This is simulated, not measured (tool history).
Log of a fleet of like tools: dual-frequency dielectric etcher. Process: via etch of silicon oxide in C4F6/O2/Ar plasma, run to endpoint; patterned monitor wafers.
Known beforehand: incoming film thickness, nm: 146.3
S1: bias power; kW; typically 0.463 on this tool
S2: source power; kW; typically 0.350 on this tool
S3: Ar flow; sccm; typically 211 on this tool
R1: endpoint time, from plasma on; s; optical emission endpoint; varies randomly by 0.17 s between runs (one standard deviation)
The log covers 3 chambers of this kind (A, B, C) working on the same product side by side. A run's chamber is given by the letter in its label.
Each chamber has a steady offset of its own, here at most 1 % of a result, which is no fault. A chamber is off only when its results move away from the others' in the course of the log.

| run | hour | S1 | S2 | S3 | R1 |
|---|---|---|---|---|---|
| 1B | 10.0 | 0.463 | 0.350 | 211 | 33.739 |
| 2C | 20.9 | 0.463 | 0.350 | 211 | 33.871 |
| 3A | 29.7 | 0.463 | 0.350 | 211 | 33.480 |
| 4A | 40.4 | 0.463 | 0.350 | 211 | 33.263 |
| 5C | 48.9 | 0.463 | 0.350 | 211 | 33.220 |
| 6B | 60.6 | 0.463 | 0.350 | 211 | 33.806 |
| 7B | 68.6 | 0.463 | 0.350 | 211 | 33.717 |
| 8C | 76.9 | 0.463 | 0.350 | 211 | 33.473 |
| 9A | 88.3 | 0.463 | 0.350 | 211 | 33.246 |
| 10B | 96.0 | 0.463 | 0.350 | 211 | 33.633 |
| 11C | 103.8 | 0.463 | 0.350 | 211 | 33.724 |
| 12A | 109.4 | 0.463 | 0.350 | 211 | 33.180 |
| 13B | 115.0 | 0.463 | 0.350 | 211 | 33.425 |
| 14C | 121.7 | 0.463 | 0.350 | 211 | 33.928 |
| 15A | 128.6 | 0.463 | 0.350 | 211 | 33.521 |
| 16C | 134.3 | 0.463 | 0.350 | 211 | 33.825 |
| 17A | 140.8 | 0.463 | 0.350 | 211 | 33.391 |
| 18B | 150.3 | 0.463 | 0.350 | 211 | 33.794 |
| 19B | 158.1 | 0.463 | 0.350 | 211 | 33.560 |
| 20C | 167.2 | 0.463 | 0.350 | 211 | 33.571 |
| 21A | 173.6 | 0.463 | 0.350 | 211 | 33.267 |
| 22C | 185.1 | 0.463 | 0.350 | 181 | 32.835 |
| 23A | 190.8 | 0.463 | 0.350 | 181 | 32.860 |
| 24B | 198.9 | 0.463 | 0.350 | 181 | 33.194 |
| 25A | 210.4 | 0.463 | 0.350 | 211 | 33.298 |
| 26C | 217.4 | 0.463 | 0.350 | 211 | 34.110 |
| 27B | 222.9 | 0.463 | 0.350 | 211 | 33.803 |
| 28C | 229.3 | 0.463 | 0.350 | 211 | 33.759 |
| 29A | 237.5 | 0.463 | 0.350 | 211 | 33.415 |
| 30B | 248.3 | 0.463 | 0.350 | 211 | 33.529 |
| 31B | 254.0 | 0.463 | 0.350 | 211 | 34.009 |
| 32C | 265.9 | 0.463 | 0.350 | 211 | 33.701 |
| 33A | 271.8 | 0.463 | 0.350 | 211 | 33.304 |
| 34C | 276.9 | 0.463 | 0.350 | 211 | 33.763 |
| 35A | 284.4 | 0.463 | 0.350 | 211 | 33.202 |

Next, all 3 chambers run the settings below, one line each with question marks for the results. What does each chamber give?
| 36A | 292.9 | 0.463 | 0.350 | 257 | ? |
| 36B | 292.9 | 0.463 | 0.350 | 257 | ? |
| 36C | 292.9 | 0.463 | 0.350 | 257 | ? |

| run | R1 |
|---|---|
| 36A | 34.124 |
| 36B | 34.558 |
| 36C | 34.459 |
